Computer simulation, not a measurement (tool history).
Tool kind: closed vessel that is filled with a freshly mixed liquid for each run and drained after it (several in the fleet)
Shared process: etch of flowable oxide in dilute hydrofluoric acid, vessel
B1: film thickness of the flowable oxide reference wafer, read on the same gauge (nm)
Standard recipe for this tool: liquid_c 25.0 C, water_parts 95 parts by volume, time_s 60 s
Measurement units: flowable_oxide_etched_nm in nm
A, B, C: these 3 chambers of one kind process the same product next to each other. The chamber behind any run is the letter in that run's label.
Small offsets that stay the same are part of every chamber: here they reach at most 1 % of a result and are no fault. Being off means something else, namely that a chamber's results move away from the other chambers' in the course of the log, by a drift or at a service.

At hour 7.1: chamber A: hydrofluoric acid flow meter replaced.
Run 1C, hour 10.7: usual settings; B1 49.982. Result: flowable_oxide_etched_nm 13.8800 nm.
Run 2A, hour 19.8: usual settings; B1 50.003. Result: flowable_oxide_etched_nm 13.6260 nm.
Run 3B, hour 31.0: usual settings; B1 50.029. Result: flowable_oxide_etched_nm 13.9450 nm.
Run 4A, hour 45.4: usual settings; B1 50.024. Result: flowable_oxide_etched_nm 13.8970 nm.
Run 5C, hour 54.9: usual settings; B1 50.006. Result: flowable_oxide_etched_nm 14.1130 nm.
Run 6B, hour 66.7: usual settings; B1 49.971. Result: flowable_oxide_etched_nm 13.8170 nm.
Run 7C, hour 76.7: usual settings; B1 50.017. Result: flowable_oxide_etched_nm 14.1450 nm.
Run 8B, hour 86.1: usual settings; B1 49.993. Result: flowable_oxide_etched_nm 13.7940 nm.
Run 9A, hour 93.1: usual settings; B1 49.993. Result: flowable_oxide_etched_nm 13.9020 nm.
Run 10A, hour 104.9: usual settings; B1 50.022. Result: flowable_oxide_etched_nm 14.0620 nm.
Run 11B, hour 111.3: usual settings; B1 50.004. Result: flowable_oxide_etched_nm 14.0470 nm.
Run 12C, hour 121.6: usual settings but liquid_c 27.5 C; B1 50.009. Result: flowable_oxide_etched_nm 15.5450 nm.
Run 13B, hour 131.6: usual settings but liquid_c 27.5 C; B1 50.002. Result: flowable_oxide_etched_nm 15.2700 nm.
At hour 131.9: chamber C: hydrofluoric acid flow meter replaced.
Run 14C, hour 142.5: usual settings but liquid_c 27.5 C; B1 50.003. Result: flowable_oxide_etched_nm 15.2610 nm.
Run 15A, hour 148.9: usual settings but water_parts 140 parts by volume; B1 50.017. Result: flowable_oxide_etched_nm 9.1958 nm.
Run 16B, hour 160.7: usual settings but water_parts 140 parts by volume; B1 49.990. Result: flowable_oxide_etched_nm 8.9668 nm.
Run 17A, hour 169.8: usual settings but water_parts 140 parts by volume; B1 49.988. Result: flowable_oxide_etched_nm 9.2761 nm.
Run 18C, hour 181.5: usual settings; B1 49.981. Result: flowable_oxide_etched_nm 14.0860 nm.
Run 19A, hour 189.2: usual settings; B1 49.992. Result: flowable_oxide_etched_nm 14.6220 nm.
Run 20B, hour 196.6: usual settings; B1 49.997. Result: flowable_oxide_etched_nm 13.7700 nm.
Run 21C, hour 205.7: usual settings; B1 49.983. Result: flowable_oxide_etched_nm 13.8500 nm.

Decide between three cases: one chamber stands off from its peers, the gauge reading all wafers drifts, or nothing is wrong past each chamber's small offset. Where a chamber is off, say which and what most likely put it there.

Chamber A drifts away from the others.
Cause: liquid hotter than its thermometer reads (K) = 1.65.
The log may not separate it from: hydrofluoric acid flow above the setpoint (%).

Below are 4 candidate recipes for chamber A's next run, each the usual settings with a change, their results shown as question marks. Which of them brings A's results back in line with what the other chambers give on the usual settings?
A result is in line if it is within this distance of the other chambers' mean on the usual settings: flowable_oxide_etched_nm 0.4200 nm
Run 22A-1, hour 216.1: usual settings but water_parts 100 parts by volume. Result: flowable_oxide_etched_nm ?.
Run 22A-2, hour 216.1: usual settings but liquid_c 28.0 C. Result: flowable_oxide_etched_nm ?.
Run 22A-3, hour 216.1: usual settings but liquid_c 26.5 C. Result: flowable_oxide_etched_nm ?.
Run 22A-4, hour 216.1: usual settings but liquid_c 24.5 C, time_s 55 s. Result: flowable_oxide_etched_nm ?.

Usual-settings mean across the other chambers: flowable_oxide_etched_nm 13.9400 nm
  run  flowable_oxide_etched_nm
22A-1                   13.9490
22A-2                   16.5740
22A-3                   15.6610
22A-4                   13.2930
22A-1 brings the chamber back in line.

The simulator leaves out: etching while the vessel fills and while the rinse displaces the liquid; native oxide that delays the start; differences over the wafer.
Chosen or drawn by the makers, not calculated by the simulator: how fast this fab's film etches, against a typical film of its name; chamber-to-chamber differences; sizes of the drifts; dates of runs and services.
